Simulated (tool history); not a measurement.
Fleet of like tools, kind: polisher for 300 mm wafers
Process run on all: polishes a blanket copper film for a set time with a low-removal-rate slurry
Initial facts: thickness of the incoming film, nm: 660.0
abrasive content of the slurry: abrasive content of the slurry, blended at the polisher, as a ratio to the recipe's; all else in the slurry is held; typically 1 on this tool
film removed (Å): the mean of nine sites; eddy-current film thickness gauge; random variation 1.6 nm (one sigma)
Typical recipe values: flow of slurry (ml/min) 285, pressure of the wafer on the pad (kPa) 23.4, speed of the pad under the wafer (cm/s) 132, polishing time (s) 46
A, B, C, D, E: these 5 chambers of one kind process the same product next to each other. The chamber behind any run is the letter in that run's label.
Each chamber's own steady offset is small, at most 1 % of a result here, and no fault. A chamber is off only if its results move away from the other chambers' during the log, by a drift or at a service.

| run | hour | flow of slurry (ml/min) | pressure of the wafer on the pad (kPa) | speed of the pad under the wafer (cm/s) | abrasive content of the slurry | polishing time (s) | film removed (Å) |
|---|---|---|---|---|---|---|---|
|  | 8.5 | chamber D: slurry nozzle cleaned |
|  | 9.1 | chamber E: worn pad replaced by a new one |
| 1D | 10.1 | 285 | 23.4 | 132 | 1 | 46 | 1949.3 |
|  | 10.8 | chamber B: worn pad replaced by a new one |
| 2C | 21.2 | 285 | 23.4 | 132 | 1 | 46 | 1970.9 |
| 3B | 29.8 | 285 | 23.4 | 132 | 1 | 46 | 1980.1 |
|  | 31.5 | chamber B: slurry nozzle cleaned |
| 4A | 45.1 | 285 | 23.4 | 132 | 1 | 46 | 1934.5 |
|  | 47.1 | chamber A: worn pad replaced by a new one |
| 5E | 53.6 | 285 | 23.4 | 132 | 1 | 46 | 1953.8 |
| 6B | 62.1 | 285 | 23.4 | 132 | 1 | 46 | 1931.1 |
|  | 72.1 | chamber C: slurry blender recalibrated |
| 7D | 75 | 285 | 23.4 | 132 | 1 | 46 | 1959.7 |
|  | 78.2 | chamber C: worn pad replaced by a new one |
| 8A | 90 | 285 | 23.4 | 132 | 1 | 46 | 1946.7 |
|  | 90.2 | chamber E: worn pad replaced by a new one |
|  | 94.7 | chamber D: worn pad replaced by a new one |
|  | 94.9 | chamber A: slurry nozzle cleaned |
| 9C | 100.2 | 285 | 23.4 | 132 | 1 | 46 | 1954.3 |
| 10E | 112.9 | 285 | 23.4 | 132 | 1 | 46 | 1960.8 |
| 11A | 122.4 | 285 | 23.4 | 132 | 1 | 46 | 1990 |
|  | 122.5 | chamber B: worn pad replaced by a new one |
| 12D | 131.5 | 285 | 23.4 | 116 | 1 | 56 | 2120.7 |
|  | 132.7 | chamber D: head pressure recalibrated |
|  | 134.7 | chamber A: worn pad replaced by a new one |
| 13B | 140 | 285 | 23.4 | 116 | 1 | 56 | 2109.1 |
| 14E | 149.5 | 285 | 23.4 | 116 | 1 | 56 | 2087.3 |
| 15C | 162.6 | 285 | 23.4 | 116 | 1 | 56 | 2069.7 |
|  | 170 | chamber C: worn pad replaced by a new one |
|  | 172.4 | chamber E: worn pad replaced by a new one |
| 16A | 176.7 | 285 | 23.4 | 116 | 1 | 56 | 2094.6 |
|  | 179.8 | chamber D: worn pad replaced by a new one |
|  | 190.6 | chamber E: head pressure recalibrated |
|  | 190.7 | chamber B: slurry blender recalibrated |
| 17C | 191.3 | 285 | 23.4 | 132 | 1 | 46 | 1937.8 |
| 18D | 203 | 285 | 23.4 | 132 | 1 | 46 | 1941.6 |
| 19B | 218 | 285 | 23.4 | 132 | 1 | 46 | 1970.4 |
|  | 223.2 | chamber B: worn pad replaced by a new one |
| 20E | 228.2 | 285 | 23.4 | 132 | 1 | 46 | 1936.2 |
|  | 228.9 | chamber E: slurry blender recalibrated |
| 21A | 238.6 | 285 | 23.4 | 132 | 1 | 46 | 1967.5 |
|  | 238.7 | chamber A: worn pad replaced by a new one |
|  | 239.5 | chamber D: slurry nozzle cleaned |
| 22C | 253.1 | 285 | 23.4 | 132 | 1 | 55 | 2353.8 |
|  | 264.1 | chamber E: worn pad replaced by a new one |
| 23E | 267 | 285 | 23.4 | 132 | 1 | 55 | 2347.8 |
|  | 268.5 | chamber D: worn pad replaced by a new one |
|  | 271.9 | chamber C: worn pad replaced by a new one |
| 24B | 280.4 | 285 | 23.4 | 132 | 1 | 55 | 2320.3 |
| 25D | 292.8 | 285 | 23.4 | 132 | 1 | 55 | 2331.5 |
|  | 300.1 | chamber A: head pressure recalibrated |
| 26D | 302.5 | 285 | 23.4 | 132 | 1 | 55 | 2313.5 |
|  | 313.3 | chamber C: slurry blender recalibrated |
| 27C | 316.2 | 285 | 23.4 | 132 | 1 | 46 | 1951.6 |
|  | 318.9 | chamber D: slurry blender recalibrated |
|  | 320.5 | chamber C: slurry nozzle cleaned |
|  | 323.1 | chamber A: slurry blender recalibrated |
| 28E | 326.9 | 285 | 23.4 | 132 | 1 | 46 | 1964.9 |
|  | 334 | chamber B: worn pad replaced by a new one |
| 29A | 335.7 | 285 | 23.4 | 132 | 1 | 46 | 1954.6 |
|  | 349.3 | chamber A: worn pad replaced by a new one |
|  | 350.2 | chamber C: worn pad replaced by a new one |
| 30B | 350.2 | 285 | 23.4 | 132 | 1 | 46 | 1957 |
|  | 350.9 | chamber E: worn pad replaced by a new one |
| 31D | 366.5 | 285 | 23.4 | 132 | 1 | 46 | 1991.2 |
|  | 369.9 | chamber D: worn pad replaced by a new one |
| 32C | 380.6 | 285 | 26.9 | 132 | 1 | 46 | 2234.9 |
| 33E | 394.3 | 285 | 26.9 | 132 | 1 | 46 | 2246.1 |
|  | 403.9 | chamber B: head pressure recalibrated |
| 34A | 409.4 | 285 | 26.9 | 132 | 1 | 46 | 2200.8 |
| 35B | 419.9 | 285 | 26.9 | 132 | 1 | 46 | 2240.1 |
|  | 434.1 | chamber E: slurry nozzle cleaned |
| 36E | 435.7 | 285 | 26.9 | 132 | 1 | 46 | 2208.6 |
| 37D | 447.1 | 320 | 23.4 | 132 | 1 | 46 | 1982.6 |

Which is it: a chamber that has drifted or been left off by a service, a gauge drift common to all chambers, or only each chamber's usual small offset? If a chamber is off, name it and its likeliest cause.

All chambers stay in line apart from their small fixed offsets, and the gauge does not drift.
